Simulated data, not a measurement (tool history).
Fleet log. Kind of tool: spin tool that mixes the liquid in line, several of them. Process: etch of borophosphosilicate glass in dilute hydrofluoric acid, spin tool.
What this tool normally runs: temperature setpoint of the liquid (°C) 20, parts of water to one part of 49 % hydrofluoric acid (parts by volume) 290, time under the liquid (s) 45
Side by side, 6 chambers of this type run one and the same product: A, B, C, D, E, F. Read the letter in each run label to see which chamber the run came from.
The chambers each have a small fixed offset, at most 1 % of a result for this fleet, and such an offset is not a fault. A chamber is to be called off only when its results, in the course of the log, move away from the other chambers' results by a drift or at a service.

run	hour	temperature setpoint of the liquid (°C)	parts of water to one part of 49 % hydrofluoric acid (parts by volume)	time under the liquid (s)	hours since the thermometer was replaced	hours since the hydrofluoric acid flow meter was replaced	read-back film thickness of the borophosphosilicate glass reference wafer, read on the same gauge (nm)	thickness taken off the borophosphosilicate glass on a monitor wafer (angstrom)
1D	6.9	20	290	45	77.5	49.1	80.003	39.803
2C	12.6	20	290	45	780.5	473	80.004	39.946
3F	18.2	20	290	45	383.2	305.4	80.004	39.837
4B	23.2	20	290	45	1903	919.4	80.003	40.045
5A	30.9	20	290	45	1359.1	201.2	79.991	39.684
6E	36.2	20	290	45	135.4	177.3	79.98	39.697
7A	44.6	20	290	45	1372.8	214.9	80.001	39.891
8C	50.9	20	290	45	818.8	511.3	79.988	40.021
9D	55	20	290	45	125.6	97.2	79.995	39.57
10B	63.5	20	290	45	1943.3	959.7	79.995	39.958
11F	70.2	20	290	45	435.2	357.4	79.993	39.999
12E	74.2	20	290	45	173.4	215.3	79.985	39.301
13C	81	20	290	20	848.9	541.4	79.988	17.759
14B	85.4	20	290	20	1965.2	981.6	79.973	17.62
15F	91.8	20	290	20	456.8	379	79.987	17.879
16D	96.7	20	290	20	167.3	138.9	80.007	17.662
17A	102.3	20	290	20	1430.5	272.6	79.998	17.545
18E	109.3	20	290	20	208.5	250.4	79.987	17.816
19D	113.4	20	290	45	184	155.6	79.988	39.86
20C	121.8	20	290	45	889.7	582.2	79.97	40.102
21B	126.4	20	290	45	2006.2	1022.6	80.02	40.196
22E	132.9	20	290	45	232.1	274	80.009	40.062
23F	136.9	20	290	45	501.9	424.1	79.992	39.506
24A	144.2	20	290	45	1472.4	314.5	80.006	39.913
25B	150.4	20	290	45	2030.2	1046.6	80.011	39.902
26D	158.5	20	290	45	229.1	200.7	79.985	39.54
27A	166.6	23.5	225	45	1494.8	336.9	79.978	61.705
28F	172.8	23.5	225	45	537.8	460	80.015	61.909
29E	179.2	23.5	225	45	278.4	320.3	80.001	62.844
30C	186	23.5	225	45	953.9	646.4	80.001	64.152
31B	191	23.5	225	45	2070.8	1087.2	79.996	61.612
32C	197.3	23.5	225	45	965.2	657.7	80.002	64.652
33E	201.8	24	290	45	301	342.9	79.98	46.101
34A	205.7	24	290	45	1533.9	376	80.009	45.681
35F	211.9	24	290	45	576.9	499.1	80.02	45.933
36D	217.3	24	290	45	287.9	259.5	79.969	46.029
37E	222.5	24	290	45	321.7	363.6	79.977	45.671
38D	229	24	290	45	299.6	271.2	80.007	46.071
39C	233.3	20	290	45	1001.2	693.7	79.98	41.106
40A	239.3	17	290	45	1567.5	409.6	79.991	35.044
41B	243.3	17	290	45	2123.1	1139.5	80.007	35.955
42F	248.6	17	290	45	613.6	535.8	80.005	36.032
43E	252.6	17	290	45	351.8	393.7	80.016	35.536

Next, every chamber runs the same settings. What will each give?
44A	258.8	20	290	45				?
44B	258.8	20	290	45				?
44C	258.8	20	290	45				?
44D	258.8	20	290	45				?
44E	258.8	20	290	45				?
44F	258.8	20	290	45				?

run	thickness taken off the borophosphosilicate glass on a monitor wafer (angstrom)
44A	39.681
44B	40.108
44C	41.314
44D	39.405
44E	39.7
44F	39.98
